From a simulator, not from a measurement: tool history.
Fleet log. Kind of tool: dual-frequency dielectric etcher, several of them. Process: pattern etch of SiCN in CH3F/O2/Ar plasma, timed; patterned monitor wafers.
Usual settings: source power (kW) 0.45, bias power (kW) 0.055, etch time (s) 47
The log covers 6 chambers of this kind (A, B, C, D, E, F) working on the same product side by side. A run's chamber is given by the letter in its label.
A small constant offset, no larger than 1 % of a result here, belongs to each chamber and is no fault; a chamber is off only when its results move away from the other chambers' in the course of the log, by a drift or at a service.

run   hour  source power (kW)  bias power (kW)  etch time (s)  hours since the last wet clean  hours since the last source power generator calibration  hours since the last bias power generator calibration  read-back reference wafer on the same gauge, depth_nm  mean etch depth across the wafer (angstrom)
 1B      5               0.45            0.055             47                            12.1                                                      658                                                 3503.8                                                 17.166                                       167.98
 2C   11.4               0.45            0.055             47                           324.7                                                   3736.9                                                 1036.6                                                 17.196                                       169.15
 3E   20.8               0.45            0.055             47                           416.2                                                   1374.5                                                    132                                                  17.22                                          169
 4F     28               0.45            0.055             47                           378.8                                                   1115.6                                                  698.1                                                 17.213                                       170.22
 5A   34.6               0.45            0.055             47                           135.4                                                   3034.1                                                  782.4                                                 17.208                                       166.09
 6D     41               0.45            0.055             47                             519                                                   4754.4                                                  264.4                                                 17.184                                       169.82
      41.7  -- chamber E: wet clean of the chamber
 7C   46.6               0.45            0.055             47                           359.9                                                   3772.1                                                 1071.8                                                 17.212                                       170.37
 8B   55.9               0.45            0.055             47                              63                                                    708.9                                                 3554.7                                                 17.199                                        166.8
 9D   63.4               0.54            0.055             59                           541.4                                                   4776.8                                                  286.8                                                 17.212                                       228.26
10E   72.6               0.54            0.055             59                            30.9                                                   1426.3                                                  183.8                                                 17.197                                       228.44
11A   81.4               0.54            0.055             59                           182.2                                                   3080.9                                                  829.2                                                 17.174                                        226.3
      85.2  -- chamber A: source power generator calibrated
12F   86.8               0.54            0.055             59                           437.6                                                   1174.4                                                  756.9                                                 17.189                                       226.91
13A   93.3               0.54            0.055             59                           194.1                                                      8.2                                                  841.1                                                 17.205                                        222.2
     101.1  -- chamber D: wet clean of the chamber
14D  101.4               0.54            0.055             59                             0.3                                                   4814.8                                                  324.8                                                 17.206                                       224.28
15C  109.7               0.45            0.055             47                             423                                                   3835.2                                                 1134.9                                                 17.202                                       170.35
16F  115.3               0.45            0.055             47                           466.1                                                   1202.9                                                  785.4                                                 17.221                                       170.87
17E  119.8               0.45            0.055             47                            78.1                                                   1473.5                                                    231                                                 17.224                                       167.78
18B    126               0.45            0.055             47                           133.1                                                      779                                                 3624.8                                                  17.22                                       167.36
19F    135               0.45            0.055             47                           485.8                                                   1222.6                                                  805.1                                                 17.207                                       169.51
20B  139.7               0.45            0.055             47                           146.8                                                    792.7                                                 3638.5                                                 17.202                                       167.07
21E  145.7               0.45            0.055             47                             104                                                   1499.4                                                  256.9                                                 17.179                                        171.4
22A  153.7               0.54            0.047             47                           254.5                                                     68.6                                                  901.5                                                 17.211                                       171.03
23C    163               0.54            0.047             47                           476.3                                                   3888.5                                                 1188.2                                                 17.213                                       172.75
24D  172.4               0.54            0.047             47                            71.3                                                   4885.8                                                  395.8                                                 17.203                                       171.97
25D  179.2               0.54            0.047             47                            78.1                                                   4892.6                                                  402.6                                                 17.234                                       175.37
26E  185.2               0.54            0.047             47                           143.5                                                   1538.9                                                  296.4                                                 17.174                                       171.12
27F  192.9               0.54            0.047             47                           543.7                                                   1280.5                                                    863                                                 17.173                                       172.91
     196.4  -- chamber F: wet clean of the chamber
28A  201.7               0.45            0.055             47                           302.5                                                    116.6                                                  949.5                                                 17.188                                       166.69
29C  207.5               0.45            0.055             47                           520.8                                                     3933                                                 1232.7                                                 17.201                                       168.38
       211  -- chamber E: source power generator calibrated
30B  216.2               0.45            0.055             47                           223.3                                                    869.2                                                   3715                                                 17.184                                       166.56
31E  222.5               0.45            0.055             47                           180.8                                                     11.6                                                  333.7                                                 17.184                                       169.64
32B  229.7               0.45            0.055             47                           236.8                                                    882.7                                                 3728.5                                                 17.218                                       167.98
33D  234.2               0.45            0.055             47                           133.1                                                   4947.6                                                  457.6                                                 17.193                                       169.85
34A  243.2               0.45            0.055             47                             344                                                    158.1                                                    991                                                 17.219                                       167.12
35C  247.9               0.45            0.055             47                           561.2                                                   3973.4                                                 1273.1                                                   17.2                                       167.58
36F  257.2               0.45            0.055             47                            60.8                                                   1344.8                                                  927.3                                                 17.189                                       167.98
37C  266.2               0.45            0.055             47                           579.5                                                   3991.7                                                 1291.4                                                  17.18                                       170.05

One chamber off, gauge drift, or nothing amiss beyond the chambers' own small offsets? If it is a chamber, which one, and what is the likeliest cause?

Nothing is wrong: each chamber keeps only its own small, steady offset and the gauge holds still.
